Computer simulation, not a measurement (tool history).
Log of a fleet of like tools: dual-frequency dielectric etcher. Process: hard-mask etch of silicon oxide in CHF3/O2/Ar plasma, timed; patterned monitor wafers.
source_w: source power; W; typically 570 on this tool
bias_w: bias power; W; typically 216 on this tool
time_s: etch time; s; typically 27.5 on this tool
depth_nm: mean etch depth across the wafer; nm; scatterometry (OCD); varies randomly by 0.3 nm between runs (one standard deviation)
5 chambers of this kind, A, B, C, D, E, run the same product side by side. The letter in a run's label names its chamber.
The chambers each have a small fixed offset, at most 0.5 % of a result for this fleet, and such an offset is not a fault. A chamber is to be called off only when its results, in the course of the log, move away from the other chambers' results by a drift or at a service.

| run | hour | source_w | bias_w | time_s | hours since the last wet clean | hours since the last source power generator calibration | hours since the last bias power generator calibration | read-back reference wafer on the same gauge, depth_nm | depth_nm |
|---|---|---|---|---|---|---|---|---|---|
| 1A | 2.5 | 570 | 216 | 27.5 | 174.5 | 1655.1 | 2918.3 | 54.340 | 57.028 |
| 2D | 4.6 | 570 | 216 | 27.5 | 347.0 | 2159.8 | 2349.1 | 54.393 | 57.134 |
| 3B | 7.8 | 570 | 216 | 27.5 | 316.6 | 1478.2 | 4382.5 | 54.434 | 57.017 |
| 4E | 12.5 | 570 | 216 | 27.5 | 441.1 | 832.1 | 1752.3 | 54.414 | 56.107 |
| 5C | 14.8 | 570 | 216 | 27.5 | 590.7 | 323.2 | 344.8 | 54.358 | 56.110 |
| 6E | 18.7 | 570 | 216 | 27.5 | 447.3 | 838.3 | 1758.5 | 54.346 | 55.996 |
|  | 19.9 | chamber C: wet clean of the chamber |
| 7C | 21.5 | 570 | 216 | 27.5 | 1.7 | 329.9 | 351.5 | 54.308 | 56.947 |
| 8B | 24.4 | 570 | 216 | 27.5 | 333.2 | 1494.8 | 4399.1 | 54.467 | 56.394 |
| 9D | 26.8 | 570 | 216 | 27.5 | 369.2 | 2182.0 | 2371.3 | 54.481 | 56.908 |
| 10A | 29.4 | 570 | 216 | 27.5 | 201.4 | 1682.0 | 2945.2 | 54.329 | 56.129 |
| 11B | 32.0 | 570 | 216 | 27.5 | 340.8 | 1502.4 | 4406.7 | 54.409 | 56.712 |
| 12E | 34.0 | 570 | 216 | 27.5 | 462.6 | 853.6 | 1773.8 | 54.306 | 56.510 |
| 13D | 37.8 | 570 | 216 | 27.5 | 380.2 | 2193.0 | 2382.3 | 54.389 | 56.646 |
| 14A | 41.8 | 570 | 216 | 27.5 | 213.8 | 1694.4 | 2957.6 | 54.405 | 56.686 |
| 15C | 45.7 | 570 | 216 | 27.5 | 25.9 | 354.1 | 375.7 | 54.376 | 57.290 |
| 16D | 50.1 | 570 | 216 | 27.5 | 392.5 | 2205.3 | 2394.6 | 54.382 | 57.013 |
|  | 51.2 | chamber E: wet clean of the chamber |
| 17E | 52.7 | 570 | 216 | 27.5 | 1.6 | 872.3 | 1792.5 | 54.421 | 56.762 |
|  | 55.2 | chamber B: wet clean of the chamber |
| 18A | 57.5 | 480 | 235 | 27.5 | 229.5 | 1710.1 | 2973.3 | 54.361 | 54.850 |
| 19B | 60.3 | 480 | 235 | 27.5 | 5.1 | 1530.7 | 4435.0 | 54.404 | 57.581 |
| 20C | 62.7 | 480 | 235 | 27.5 | 42.9 | 371.1 | 392.7 | 54.395 | 55.013 |
| 21E | 65.9 | 480 | 235 | 27.5 | 14.8 | 885.5 | 1805.7 | 54.351 | 54.616 |
| 22C | 69.7 | 480 | 235 | 27.5 | 49.9 | 378.1 | 399.7 | 54.426 | 54.605 |
| 23D | 74.3 | 670 | 253 | 27.5 | 416.7 | 2229.5 | 2418.8 | 54.438 | 64.157 |
| 24B | 77.2 | 670 | 253 | 27.5 | 22.0 | 1547.6 | 4451.9 | 54.344 | 67.033 |
| 25A | 80.5 | 670 | 253 | 27.5 | 252.5 | 1733.1 | 2996.3 | 54.395 | 63.911 |
| 26B | 83.2 | 670 | 253 | 27.5 | 28.0 | 1553.6 | 4457.9 | 54.400 | 66.412 |
| 27C | 86.7 | 670 | 253 | 27.5 | 66.9 | 395.1 | 416.7 | 54.417 | 63.135 |
| 28A | 89.1 | 570 | 195 | 23.0 | 261.1 | 1741.7 | 3004.9 | 54.429 | 45.635 |
| 29E | 93.5 | 570 | 195 | 23.0 | 42.4 | 913.1 | 1833.3 | 54.347 | 45.738 |
|  | 96.9 | chamber D: wet clean of the chamber |
| 30D | 97.2 | 570 | 195 | 23.0 | 0.3 | 2252.4 | 2441.7 | 54.376 | 45.759 |
| 31D | 99.9 | 570 | 195 | 23.0 | 3.0 | 2255.1 | 2444.4 | 54.445 | 45.698 |
| 32E | 103.7 | 570 | 195 | 23.0 | 52.6 | 923.3 | 1843.5 | 54.429 | 45.643 |
| 33A | 107.4 | 570 | 216 | 27.5 | 279.4 | 1760.0 | 3023.2 | 54.433 | 56.950 |

Is one chamber out of step, is the gauge drifting, or do the chambers differ by no more than their own small offsets? For an off chamber, give its letter and the likeliest cause.

A service left chamber B off against the others.
What lies behind it: etch rate over this chamber's usual, % = 4.72.

Here are 4 candidates for chamber B's next run, each the usual settings with a change, their results left as question marks. Which one brings its results back in line with what the others give on the usual settings?
In-line tolerance around the mean of the other chambers on the usual settings: depth_nm 1.100 nm
| 34B-1 | 110.8 | 500 | 190 | 27.5 |  |  |  |  | ? |
| 34B-2 | 110.8 | 510 | 216 | 27.5 |  |  |  |  | ? |
| 34B-3 | 110.8 | 600 | 228 | 27.5 |  |  |  |  | ? |
| 34B-4 | 110.8 | 580 | 220 | 29.5 |  |  |  |  | ? |

Mean of the other chambers on the usual settings: depth_nm 56.650 nm
| run | depth_nm |
|---|---|
| 34B-1 | 53.732 |
| 34B-2 | 56.587 |
| 34B-3 | 61.342 |
| 34B-4 | 64.158 |
34B-2 brings the chamber back in line.
